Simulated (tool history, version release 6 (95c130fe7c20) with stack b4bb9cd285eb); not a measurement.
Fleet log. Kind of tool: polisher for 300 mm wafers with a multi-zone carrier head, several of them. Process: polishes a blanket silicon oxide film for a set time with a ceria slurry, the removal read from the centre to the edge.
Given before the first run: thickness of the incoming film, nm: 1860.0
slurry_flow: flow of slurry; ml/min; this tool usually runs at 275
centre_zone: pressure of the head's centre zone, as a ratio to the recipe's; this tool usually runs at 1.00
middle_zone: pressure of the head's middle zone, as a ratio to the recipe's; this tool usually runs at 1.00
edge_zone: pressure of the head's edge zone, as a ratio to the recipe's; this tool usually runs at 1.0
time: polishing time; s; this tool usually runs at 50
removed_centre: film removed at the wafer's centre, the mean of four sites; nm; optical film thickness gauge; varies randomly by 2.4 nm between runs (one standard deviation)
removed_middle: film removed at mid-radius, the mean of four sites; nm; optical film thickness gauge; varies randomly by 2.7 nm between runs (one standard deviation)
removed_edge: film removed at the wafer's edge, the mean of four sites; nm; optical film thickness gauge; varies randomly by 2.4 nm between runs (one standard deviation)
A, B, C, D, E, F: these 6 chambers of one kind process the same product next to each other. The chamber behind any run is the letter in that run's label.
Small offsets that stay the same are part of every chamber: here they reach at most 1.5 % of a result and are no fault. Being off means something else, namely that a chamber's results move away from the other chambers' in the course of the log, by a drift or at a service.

run   hour  slurry_flow  centre_zone  middle_zone  edge_zone  time  wafers polished on this pad  hours since the slurry nozzle was cleaned  hours since the centre zone pressure was calibrated  hours since the edge zone pressure was calibrated  removed_centre  removed_middle  removed_edge
 1C    7.3          275         1.00         1.00        1.0    50                          572                                       87.3                                                142.3                                               48.1          197.07          193.30        192.35
 2E   14.1          275         1.00         1.00        1.0    50                         1338                                       22.0                                                701.1                                              355.8          193.20          193.13        195.21
      21.2  -- chamber D: worn pad replaced by a new one
 3F   25.8          275         1.00         1.00        1.0    50                          756                                      194.5                                                746.2                                              365.9          195.74          192.81        193.29
      27.0  -- chamber C: worn pad replaced by a new one
      27.3  -- chamber A: worn pad replaced by a new one
      33.2  -- chamber E: worn pad replaced by a new one
 4B   33.8          275         1.00         1.00        1.0    50                          475                                       64.0                                                634.0                                               81.8          190.50          198.57        197.65
 5D   41.3          275         1.00         1.00        1.0    50                          224                                      281.3                                                112.8                                              158.8          193.52          197.52        195.99
 6A   52.0          275         1.00         1.00        1.0    50                          275                                      416.8                                                475.2                                               92.6          197.01          199.02        195.84
      54.3  -- chamber A: centre zone pressure recalibrated
      59.0  -- chamber B: worn pad replaced by a new one
      61.9  -- chamber F: worn pad replaced by a new one
 7A   63.7          275         1.00         1.00        1.0    50                          405                                      428.5                                                  9.4                                              104.3          196.28          199.71        195.61
 8C   70.7          275         1.00         1.00        1.0    50                          485                                      150.7                                                205.7                                              111.5          197.46          193.40        195.58
 9F   80.9          275         1.00         1.00        1.0    50                          211                                      249.6                                                801.3                                              421.0          193.42          196.02        196.48
10E   86.7          275         1.00         1.00        1.0    50                          595                                       94.6                                                773.7                                              428.4          193.80          192.80        197.18
      89.3  -- chamber C: worn pad replaced by a new one
11B   99.0          275         1.00         1.00        1.0    50                          444                                      129.2                                                699.2                                              147.0          190.82          196.64        199.99
12D  106.1          275         1.00         0.92        1.0    42                          944                                      346.1                                                177.6                                              223.6          163.73          154.31        162.57
     107.5  -- chamber D: slurry nozzle cleaned
     110.0  -- chamber E: edge zone pressure recalibrated
13C  114.5          275         1.00         0.92        1.0    42                          280                                      194.5                                                249.5                                              155.3          165.73          152.78        167.31
     118.6  -- chamber B: centre zone pressure recalibrated
14D  121.1          275         1.00         0.92        1.0    42                         1111                                       13.6                                                192.6                                              238.6          164.74          153.03        165.37
     125.5  -- chamber B: worn pad replaced by a new one
     128.0  -- chamber A: slurry nozzle cleaned
15E  130.7          275         1.00         0.92        1.0    42                         1085                                      138.6                                                817.7                                               20.7          161.78          151.41        166.11
16B  141.2          275         1.00         0.92        1.0    42                          175                                      171.4                                                 22.7                                              189.2          163.81          150.49        165.11
     144.2  -- chamber D: worn pad replaced by a new one
     144.7  -- chamber A: worn pad replaced by a new one
     149.6  -- chamber C: centre zone pressure recalibrated
17F  152.7          275         1.00         0.92        1.0    42                         1009                                      321.4                                                873.1                                              492.8          163.88          154.93        165.30
18A  162.1          275         1.00         1.00        1.1    56                          194                                       34.1                                                107.8                                              202.7          218.67          212.86        230.56
     169.7  -- chamber F: edge zone pressure recalibrated
     171.2  -- chamber C: worn pad replaced by a new one
19E  172.2          275         1.00         1.00        1.1    56                         1546                                      180.1                                                859.2                                               62.2          221.77          212.67        232.86
20B  182.2          275         1.00         1.00        1.1    56                          631                                      212.4                                                 63.7                                              230.2          218.14          221.14        230.67
     183.9  -- chamber F: worn pad replaced by a new one
     185.6  -- chamber E: worn pad replaced by a new one
     188.1  -- chamber B: worn pad replaced by a new one
21C  189.2          275         1.00         1.00        1.1    56                          200                                      269.2                                                 39.6                                              230.0          220.23          218.80        233.51
22D  200.8          275         1.00         1.00        1.1    56                          629                                       93.3                                                272.3                                              318.3          219.64          212.88        233.71
23F  209.2          275         1.00         1.00        1.1    56                          281                                      377.9                                                929.6                                               39.5          220.25          217.31        232.28
     209.7  -- chamber C: slurry nozzle cleaned
24A  220.7          275         1.00         1.00        1.0    50                          845                                       92.7                                                166.4                                              261.3          193.16          194.97        193.32
25C  229.1          275         1.00         1.00        1.0    50                          644                                       19.5                                                 79.5                                              269.9          200.02          196.19        196.19
26A  235.3          275         1.00         1.00        1.0    50                         1008                                      107.3                                                181.0                                              275.9          199.42          200.12        193.03
     240.3  -- chamber C: worn pad replaced by a new one
27E  246.4          275         1.00         1.00        1.0    50                          676                                      254.3                                                933.4                                              136.4          198.67          196.91        196.93
28F  258.0          275         1.00         1.00        1.0    50                          824                                      426.7                                                978.4                                               88.3          194.07          196.20        191.63
     265.6  -- chamber B: worn pad replaced by a new one
     266.6  -- chamber D: worn pad replaced by a new one
29D  267.8          275         1.00         1.00        1.0    50                           13                                      160.3                                                339.3                                              385.3          194.68          195.92        197.30
     275.8  -- chamber D: edge zone pressure recalibrated
     276.0  -- chamber F: centre zone pressure recalibrated
30B  276.4          310         1.00         0.92        1.0    50                          120                                      306.6                                                157.9                                              324.4          199.59          187.36        192.16
     280.7  -- chamber A: worn pad replaced by a new one
31F  284.3          310         1.00         0.92        1.0    50                         1117                                      453.0                                                  8.3                                              114.6          198.39          185.01        194.62
     292.0  -- chamber F: slurry nozzle cleaned
     293.3  -- chamber F: worn pad replaced by a new one
32A  297.0          310         1.00         0.92        1.0    50                          181                                      169.0                                                242.7                                              337.6          203.20          183.33        193.45
     306.9  -- chamber E: worn pad replaced by a new one
33B  309.3          310         1.00         0.92        1.0    50                          486                                      339.5                                                190.8                                              357.3          202.17          182.89        200.23
34D  319.2          310         1.00         0.92        1.0    50                          584                                      211.7                                                390.7                                               43.4          202.79          183.43        202.11
     321.3  -- chamber C: worn pad replaced by a new one
35E  329.4          310         1.00         0.92        1.0    50                          250                                      337.3                                               1016.4                                              219.4          193.72          177.41        195.27
36C  338.3          275         0.91         1.00        1.0    50                          190                                      128.7                                                188.7                                              379.1          176.51          195.59        197.62
37D  349.8          275         0.91         1.00        1.0    50                          925                                      242.3                                                421.3                                               74.0          180.43          199.86        193.80
38A  356.9          275         0.91         1.00        1.0    50                          848                                      228.9                                                302.6                                              397.5          175.76          198.04        197.27
39F  365.9          275         0.91         1.00        1.0    50                          808                                       73.9                                                 89.9                                              196.2          178.10          194.46        193.50

Read the log: is a single chamber off, either drifting away or since a service, is the gauge that measures every chamber drifting, or is nothing wrong beyond small per-chamber offsets? Name any odd chamber and what most likely caused it.

No chamber stands off beyond its own small offset, and the gauge holds steady.
